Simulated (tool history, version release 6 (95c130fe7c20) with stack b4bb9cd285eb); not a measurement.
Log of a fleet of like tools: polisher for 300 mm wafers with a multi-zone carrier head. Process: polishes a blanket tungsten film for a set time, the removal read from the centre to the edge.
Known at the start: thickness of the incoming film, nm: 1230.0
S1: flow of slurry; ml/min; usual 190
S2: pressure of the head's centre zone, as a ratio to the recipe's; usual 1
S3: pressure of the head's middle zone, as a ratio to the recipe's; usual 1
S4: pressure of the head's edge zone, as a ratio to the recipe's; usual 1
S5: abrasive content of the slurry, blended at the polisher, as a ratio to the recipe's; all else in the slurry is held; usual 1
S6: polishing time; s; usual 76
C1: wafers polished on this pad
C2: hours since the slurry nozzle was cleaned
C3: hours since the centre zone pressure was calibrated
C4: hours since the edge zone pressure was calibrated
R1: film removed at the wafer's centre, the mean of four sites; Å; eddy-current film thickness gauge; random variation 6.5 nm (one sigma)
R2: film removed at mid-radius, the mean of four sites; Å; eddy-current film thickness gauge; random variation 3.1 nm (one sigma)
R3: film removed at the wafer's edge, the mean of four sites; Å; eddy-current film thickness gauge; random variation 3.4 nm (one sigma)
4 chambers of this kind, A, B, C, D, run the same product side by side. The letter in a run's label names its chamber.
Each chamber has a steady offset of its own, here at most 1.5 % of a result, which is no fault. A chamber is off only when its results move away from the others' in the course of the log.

run,hour,S1,S2,S3,S4,S5,S6,C1,C2,C3,C4,R1,R2,R3
# hour 1: chamber A: edge zone pressure recalibrated
1C,9,190,1,1,1,1,76,265,117.9,184.6,465.8,4437.3,4437.4,4461
2A,16.5,190,1,1,1,1,76,383,78.7,225,15.6,4520.2,4524.2,4540.5
3D,28.5,190,1,1,1,1,76,845,418.4,122.1,340.7,4504.1,4554.6,4441
4B,34.7,190,1,1,1,1,76,587,256.8,344.4,199.7,4444.9,4494.8,4468.5
# hour 35.9: chamber B: worn pad replaced by a new one
5A,40.9,190,1,1,1,1,76,572,103.1,249.4,40,4473.9,4568.5,4541.6
6B,49.1,165,0.92,1,1,1,76,102,271.2,358.8,214.1,3927.3,4436.6,4381.9
7D,54.7,165,0.92,1,1,1,76,1048,444.6,148.3,366.9,4037.4,4415.2,4398.2
# hour 63.1: chamber C: worn pad replaced by a new one
8C,65.3,165,0.92,1,1,1,76,17,174.2,240.9,522.1,3880.8,4320,4447.9
# hour 70.8: chamber A: centre zone pressure recalibrated
9C,71.8,165,0.92,1,1,1,76,67,180.7,247.4,528.6,3973.3,4337.6,4422.7
10A,79.1,190,1,1,1,1,58,867,141.3,8.4,78.2,3464.9,3465.8,3440.1
11D,87.8,190,1,1,1,1,58,1304,477.7,181.4,400,3438.8,3440.9,3465.2
# hour 89.6: chamber C: slurry nozzle cleaned
# hour 96.1: chamber D: worn pad replaced by a new one
12B,100.3,190,1,1,1,1,58,498,322.4,410,265.3,3501.9,3480.5,3428.3
# hour 112.9: chamber B: worn pad replaced by a new one
13D,113.2,190,1,1,1,1,58,132,503.1,206.8,425.4,3395.4,3464.9,3417.8
14C,126.3,190,1,1,1,1,76,489,36.8,301.9,583.1,4468.9,4436.6,4517.3
# hour 128.8: chamber B: centre zone pressure recalibrated
15A,134.8,190,1,1,1,1,76,1298,197,64.1,133.9,4498.9,4516.4,4561.1
# hour 139.1: chamber A: worn pad replaced by a new one
16B,147.2,190,1,1,1,1,76,265,369.3,18.4,312.2,3902.7,4492.5,4471.1
# hour 149.2: chamber C: worn pad replaced by a new one
17C,160.2,190,1,1,1,1,76,85,70.7,335.8,617,4280.8,4468.4,4567.9
18A,166.7,190,1,1,1,1,76,213,228.9,96,165.8,4581.7,4517.9,4534.2
19D,177,190,0.88,1,1,1,57,625,566.9,270.6,489.2,2921.7,3407.2,3383.2
# hour 178.3: chamber B: worn pad replaced by a new one
20B,189.1,190,0.88,1,1,1,57,83,411.2,60.3,354.1,2662.4,3366.6,3347.8
21A,198.8,190,0.88,1,1,1,57,462,261,128.1,197.9,2869.9,3449.9,3393.6
# hour 200.6: chamber D: slurry nozzle cleaned
22D,204.5,190,0.88,1,1,1,57,838,3.9,298.1,516.7,2821.8,3381.1,3377.3
23C,214.4,190,1,1,1,1,76,504,124.9,390,671.2,4423.2,4447.6,4586.4
24B,227.2,190,1,1,1,1,76,378,449.3,98.4,392.2,3927.4,4494.4,4534.4
25A,236.2,190,1,1,1,1,76,751,298.4,165.5,235.3,4339.2,4451.6,4555.4
# hour 236.9: chamber C: worn pad replaced by a new one
# hour 239.1: chamber B: worn pad replaced by a new one
26B,242.5,190,1,1,1,1,76,26,464.6,113.7,407.5,3996.8,4464.4,4439.6
# hour 248.6: chamber D: worn pad replaced by a new one
27C,249.9,190,1,1,1,1,76,100,160.4,425.5,706.7,4439.3,4447.1,4544.9
28D,261.3,190,1,1,1,1,76,98,60.7,354.9,573.5,4343.4,4495.4,4536.5
29D,270.9,190,1,1,1,1,76,173,70.3,364.5,583.1,4498.1,4484.8,4507.4
# hour 271.7: chamber A: slurry nozzle cleaned
30A,281.4,190,1,1,1,1,76,1101,9.7,210.7,280.5,4502.6,4536.6,4559
# hour 289.2: chamber C: slurry nozzle cleaned
31B,291.8,190,1,1,1,1,76,407,513.9,163,456.8,3905.7,4506.6,4489
# hour 302: chamber B: worn pad replaced by a new one
32C,304.4,190,1,1,1,1,76,522,15.3,480,761.2,4557.3,4506.3,4558.5
33D,314.3,190,1,1,1,1,76,508,113.7,407.9,626.5,4536.8,4529,4484.2
34B,322.1,190,1,1,1,1,76,156,544.2,193.3,487.1,4004.5,4509.1,4432.5

Next, every chamber runs the same settings. What will each give?
35A,331.5,190,1,1,1,1,76,,,,,?,?,?
35B,331.5,190,1,1,1,1,76,,,,,?,?,?
35C,331.5,190,1,1,1,1,76,,,,,?,?,?
35D,331.5,190,1,1,1,1,76,,,,,?,?,?

run,R1,R2,R3
35A,4479.9,4520.2,4509.7
35B,3935.1,4507,4528.2
35C,4529.6,4435.2,4520.8
35D,4524.1,4442.9,4447.3
